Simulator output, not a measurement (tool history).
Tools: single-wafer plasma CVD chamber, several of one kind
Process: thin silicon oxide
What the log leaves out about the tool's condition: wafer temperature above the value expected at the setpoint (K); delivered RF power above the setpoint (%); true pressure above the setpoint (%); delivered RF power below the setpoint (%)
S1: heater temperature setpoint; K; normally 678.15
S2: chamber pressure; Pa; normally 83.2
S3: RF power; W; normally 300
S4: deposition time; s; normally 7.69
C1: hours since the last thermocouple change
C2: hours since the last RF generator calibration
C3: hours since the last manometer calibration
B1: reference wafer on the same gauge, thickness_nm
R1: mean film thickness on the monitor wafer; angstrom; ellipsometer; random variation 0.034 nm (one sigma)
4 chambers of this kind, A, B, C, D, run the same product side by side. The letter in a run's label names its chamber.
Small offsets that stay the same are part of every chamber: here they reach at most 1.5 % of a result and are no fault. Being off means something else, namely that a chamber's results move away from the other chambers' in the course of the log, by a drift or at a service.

| run | hour | S1 | S2 | S3 | S4 | C1 | C2 | C3 | B1 | R1 |
|---|---|---|---|---|---|---|---|---|---|---|
| 1A | 2.8 | 678.15 | 83.2 | 300 | 7.69 | 2334.6 | 674.8 | 773.8 | 11.096 | 110.550 |
| 2B | 8.2 | 678.15 | 83.2 | 300 | 7.69 | 2124.2 | 752.8 | 126.5 | 11.101 | 107.850 |
| 3D | 12.6 | 678.15 | 83.2 | 300 | 7.69 | 1587.8 | 855.3 | 1891.8 | 11.097 | 108.060 |
| 4C | 17.5 | 678.15 | 83.2 | 300 | 7.69 | 523.0 | 328.7 | 386.9 | 11.100 | 108.470 |
| 5D | 22.7 | 678.15 | 83.2 | 300 | 7.69 | 1597.9 | 865.4 | 1901.9 | 11.098 | 108.410 |
| 6B | 26.5 | 678.15 | 74.4 | 300 | 7.69 | 2142.5 | 771.1 | 144.8 | 11.092 | 95.354 |
| 7A | 31.5 | 678.15 | 74.4 | 300 | 7.69 | 2363.3 | 703.5 | 802.5 | 11.098 | 97.007 |
| 8C | 34.5 | 678.15 | 74.4 | 300 | 7.69 | 540.0 | 345.7 | 403.9 | 11.095 | 96.024 |
| 9C | 37.2 | 678.15 | 74.4 | 300 | 7.69 | 542.7 | 348.4 | 406.6 | 11.094 | 95.616 |
| 10A | 40.8 | 678.15 | 83.2 | 300 | 7.69 | 2372.6 | 712.8 | 811.8 | 11.094 | 111.320 |
| 11B | 44.9 | 678.15 | 83.2 | 300 | 7.69 | 2160.9 | 789.5 | 163.2 | 11.096 | 107.850 |
| 12D | 49.2 | 678.15 | 83.2 | 300 | 7.69 | 1624.4 | 891.9 | 1928.4 | 11.102 | 108.630 |
| 13A | 52.2 | 678.15 | 83.2 | 300 | 7.69 | 2384.0 | 724.2 | 823.2 | 11.101 | 110.820 |
| 14D | 56.1 | 678.15 | 83.2 | 275 | 6.21 | 1631.3 | 898.8 | 1935.3 | 11.098 | 84.501 |
| 15B | 61.6 | 678.15 | 83.2 | 275 | 6.21 | 2177.6 | 806.2 | 179.9 | 11.103 | 84.204 |
| 16C | 65.0 | 678.15 | 83.2 | 275 | 6.21 | 570.5 | 376.2 | 434.4 | 11.102 | 84.898 |
| 17A | 68.7 | 678.15 | 83.2 | 275 | 6.21 | 2400.5 | 740.7 | 839.7 | 11.103 | 86.039 |
| 18B | 72.6 | 678.15 | 83.2 | 300 | 7.69 | 2188.6 | 817.2 | 190.9 | 11.104 | 108.000 |
| 19D | 75.4 | 678.15 | 83.2 | 300 | 7.69 | 1650.6 | 918.1 | 1954.6 | 11.107 | 108.260 |
| 20C | 80.8 | 678.15 | 83.2 | 260 | 8.55 | 586.3 | 392.0 | 450.2 | 11.103 | 113.990 |
| 21A | 85.8 | 678.15 | 83.2 | 260 | 8.55 | 2417.6 | 757.8 | 856.8 | 11.102 | 114.400 |
| 22D | 89.0 | 678.15 | 83.2 | 260 | 8.55 | 1664.2 | 931.7 | 1968.2 | 11.097 | 112.300 |
| 23C | 92.3 | 678.15 | 83.2 | 260 | 8.55 | 597.8 | 403.5 | 461.7 | 11.097 | 113.750 |
| 24B | 94.6 | 678.15 | 83.2 | 300 | 7.69 | 2210.6 | 839.2 | 212.9 | 11.097 | 107.910 |
| 25D | 97.5 | 678.15 | 83.2 | 300 | 7.69 | 1672.7 | 940.2 | 1976.7 | 11.088 | 107.680 |
| 26A | 101.0 | 678.15 | 83.2 | 300 | 7.69 | 2432.8 | 773.0 | 872.0 | 11.096 | 110.440 |
| 27B | 105.7 | 678.15 | 83.2 | 300 | 7.69 | 2221.7 | 850.3 | 224.0 | 11.097 | 108.000 |
| 28C | 108.3 | 678.15 | 83.2 | 300 | 7.69 | 613.8 | 419.5 | 477.7 | 11.094 | 108.800 |
| 29A | 112.3 | 678.15 | 83.2 | 300 | 7.69 | 2444.1 | 784.3 | 883.3 | 11.095 | 110.990 |
| 30C | 115.7 | 678.15 | 83.2 | 300 | 7.69 | 621.2 | 426.9 | 485.1 | 11.101 | 109.060 |
| 31D | 120.8 | 678.15 | 83.2 | 300 | 7.69 | 1696.0 | 963.5 | 2000.0 | 11.109 | 108.580 |
| 32B | 125.8 | 678.15 | 83.2 | 350 | 7.69 | 2241.8 | 870.4 | 244.1 | 11.097 | 115.320 |
| 33A | 128.5 | 678.15 | 83.2 | 350 | 7.69 | 2460.3 | 800.5 | 899.5 | 11.091 | 117.440 |

Next, every chamber runs the same settings. What will each give?
| 34A | 132.4 | 678.15 | 102.1 | 300 | 7.69 |  |  |  |  | ? |
| 34B | 132.4 | 678.15 | 102.1 | 300 | 7.69 |  |  |  |  | ? |
| 34C | 132.4 | 678.15 | 102.1 | 300 | 7.69 |  |  |  |  | ? |
| 34D | 132.4 | 678.15 | 102.1 | 300 | 7.69 |  |  |  |  | ? |

| run | R1 |
|---|---|
| 34A | 135.580 |
| 34B | 133.910 |
| 34C | 134.560 |
| 34D | 134.190 |
